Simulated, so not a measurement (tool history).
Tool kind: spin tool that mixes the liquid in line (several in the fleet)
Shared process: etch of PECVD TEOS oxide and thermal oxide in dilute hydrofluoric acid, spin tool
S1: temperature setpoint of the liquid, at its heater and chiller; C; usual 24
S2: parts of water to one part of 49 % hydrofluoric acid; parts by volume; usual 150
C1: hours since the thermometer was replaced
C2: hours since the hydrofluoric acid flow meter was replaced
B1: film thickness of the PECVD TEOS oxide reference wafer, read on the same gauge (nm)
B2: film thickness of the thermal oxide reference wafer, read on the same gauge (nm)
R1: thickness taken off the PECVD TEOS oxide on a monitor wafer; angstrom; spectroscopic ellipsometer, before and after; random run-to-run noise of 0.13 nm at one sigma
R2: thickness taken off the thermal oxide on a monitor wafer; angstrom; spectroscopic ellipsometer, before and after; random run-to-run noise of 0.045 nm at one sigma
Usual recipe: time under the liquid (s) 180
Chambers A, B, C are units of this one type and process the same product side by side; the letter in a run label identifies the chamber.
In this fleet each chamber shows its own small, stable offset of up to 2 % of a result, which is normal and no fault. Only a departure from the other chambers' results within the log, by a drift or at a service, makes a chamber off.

{"run": "1C", "hour": 15.0, "S1": 24, "S2": 150, "time under the liquid (s)": 180, "C1": 324.5, "C2": 1665.7, "B1": 140.02, "B2": 90.019, "R1": 199.48, "R2": 52.924}
{"run": "2A", "hour": 25.2, "S1": 24, "S2": 150, "time under the liquid (s)": 180, "C1": 2125.3, "C2": 1219.1, "B1": 140.04, "B2": 90.002, "R1": 197.92, "R2": 51.624}
{"run": "3B", "hour": 32.9, "S1": 24, "S2": 150, "time under the liquid (s)": 180, "C1": 1177.8, "C2": 354.9, "B1": 139.98, "B2": 90.014, "R1": 198.71, "R2": 53.412}
{"run": "4A", "hour": 48.8, "S1": 24, "S2": 150, "time under the liquid (s)": 180, "C1": 2148.9, "C2": 1242.7, "B1": 140.0, "B2": 89.971, "R1": 200.22, "R2": 51.885}
{"run": "5B", "hour": 59.3, "S1": 24, "S2": 150, "time under the liquid (s)": 180, "C1": 1204.2, "C2": 381.3, "B1": 140.01, "B2": 89.984, "R1": 197.28, "R2": 54.195}
{"run": "6C", "hour": 70.7, "S1": 24, "S2": 150, "time under the liquid (s)": 180, "C1": 380.2, "C2": 1721.4, "B1": 140.01, "B2": 89.989, "R1": 199.95, "R2": 53.049}
{"run": "7A", "hour": 86.1, "S1": 24, "S2": 150, "time under the liquid (s)": 180, "C1": 2186.2, "C2": 1280.0, "B1": 139.98, "B2": 90.004, "R1": 197.36, "R2": 51.366}
{"hour": 89.9, "done": "chamber B: thermometer replaced"}
{"run": "8C", "hour": 99.3, "S1": 24, "S2": 150, "time under the liquid (s)": 180, "C1": 408.8, "C2": 1750.0, "B1": 139.99, "B2": 90.01, "R1": 202.17, "R2": 54.447}
{"run": "9B", "hour": 109.5, "S1": 24, "S2": 150, "time under the liquid (s)": 180, "C1": 19.6, "C2": 431.5, "B1": 139.99, "B2": 89.977, "R1": 196.31, "R2": 52.877}
{"run": "10A", "hour": 118.9, "S1": 24, "S2": 150, "time under the liquid (s)": 180, "C1": 2219.0, "C2": 1312.8, "B1": 140.03, "B2": 89.996, "R1": 201.02, "R2": 52.416}
{"run": "11C", "hour": 131.9, "S1": 24, "S2": 150, "time under the liquid (s)": 180, "C1": 441.4, "C2": 1782.6, "B1": 140.02, "B2": 90.02, "R1": 202.21, "R2": 54.164}
{"run": "12B", "hour": 140.1, "S1": 24, "S2": 150, "time under the liquid (s)": 180, "C1": 50.2, "C2": 462.1, "B1": 140.04, "B2": 90.0, "R1": 195.67, "R2": 53.96}
{"run": "13A", "hour": 151.2, "S1": 24, "S2": 150, "time under the liquid (s)": 180, "C1": 2251.3, "C2": 1345.1, "B1": 139.99, "B2": 90.001, "R1": 196.27, "R2": 51.889}
{"run": "14C", "hour": 159.7, "S1": 24, "S2": 150, "time under the liquid (s)": 180, "C1": 469.2, "C2": 1810.4, "B1": 140.03, "B2": 90.015, "R1": 203.03, "R2": 54.869}
{"run": "15B", "hour": 174.5, "S1": 24, "S2": 150, "time under the liquid (s)": 180, "C1": 84.6, "C2": 496.5, "B1": 139.99, "B2": 89.981, "R1": 196.26, "R2": 52.448}
{"run": "16C", "hour": 185.7, "S1": 24, "S2": 150, "time under the liquid (s)": 180, "C1": 495.2, "C2": 1836.4, "B1": 139.99, "B2": 90.0, "R1": 204.86, "R2": 54.018}
{"run": "17B", "hour": 196.7, "S1": 24, "S2": 150, "time under the liquid (s)": 180, "C1": 106.8, "C2": 518.7, "B1": 140.0, "B2": 90.009, "R1": 196.37, "R2": 53.285}
{"run": "18A", "hour": 211.8, "S1": 24, "S2": 150, "time under the liquid (s)": 180, "C1": 2311.9, "C2": 1405.7, "B1": 140.01, "B2": 89.996, "R1": 197.75, "R2": 51.291}
{"run": "19A", "hour": 225.5, "S1": 24, "S2": 150, "time under the liquid (s)": 125, "C1": 2325.6, "C2": 1419.4, "B1": 139.99, "B2": 89.986, "R1": 138.58, "R2": 36.224}
{"run": "20C", "hour": 232.4, "S1": 24, "S2": 150, "time under the liquid (s)": 125, "C1": 541.9, "C2": 1883.1, "B1": 140.02, "B2": 89.982, "R1": 142.81, "R2": 38.561}
{"run": "21B", "hour": 244.7, "S1": 24, "S2": 150, "time under the liquid (s)": 125, "C1": 154.8, "C2": 566.7, "B1": 139.97, "B2": 90.011, "R1": 136.01, "R2": 36.89}
{"run": "22B", "hour": 253.5, "S1": 20, "S2": 150, "time under the liquid (s)": 180, "C1": 163.6, "C2": 575.5, "B1": 139.99, "B2": 90.02, "R1": 166.74, "R2": 45.973}
{"run": "23A", "hour": 267.2, "S1": 20, "S2": 150, "time under the liquid (s)": 180, "C1": 2367.3, "C2": 1461.1, "B1": 139.99, "B2": 89.993, "R1": 168.79, "R2": 44.611}
{"hour": 272.3, "done": "chamber C: hydrofluoric acid flow meter replaced"}
{"run": "24C", "hour": 277.7, "S1": 20, "S2": 150, "time under the liquid (s)": 180, "C1": 587.2, "C2": 5.4, "B1": 139.99, "B2": 89.997, "R1": 178.92, "R2": 47.903}
{"run": "25B", "hour": 291.8, "S1": 24, "S2": 110, "time under the liquid (s)": 260, "C1": 201.9, "C2": 613.8, "B1": 140.03, "B2": 90.028, "R1": 407.07, "R2": 108.76}
{"run": "26C", "hour": 299.8, "S1": 24, "S2": 110, "time under the liquid (s)": 260, "C1": 609.3, "C2": 27.5, "B1": 139.99, "B2": 90.0, "R1": 432.79, "R2": 116.52}
{"run": "27A", "hour": 307.0, "S1": 24, "S2": 110, "time under the liquid (s)": 260, "C1": 2407.1, "C2": 1500.9, "B1": 140.03, "B2": 89.955, "R1": 413.8, "R2": 108.43}

Next, every chamber runs the same settings. What will each give?
{"run": "28A", "hour": 318.5, "S1": 24, "S2": 150, "time under the liquid (s)": 180, "R1": "?", "R2": "?"}
{"run": "28B", "hour": 318.5, "S1": 24, "S2": 150, "time under the liquid (s)": 180, "R1": "?", "R2": "?"}
{"run": "28C", "hour": 318.5, "S1": 24, "S2": 150, "time under the liquid (s)": 180, "R1": "?", "R2": "?"}

run=28A R1=198.69 R2=51.903
run=28B R1=196.10 R2=53.690
run=28C R1=207.98 R2=56.179

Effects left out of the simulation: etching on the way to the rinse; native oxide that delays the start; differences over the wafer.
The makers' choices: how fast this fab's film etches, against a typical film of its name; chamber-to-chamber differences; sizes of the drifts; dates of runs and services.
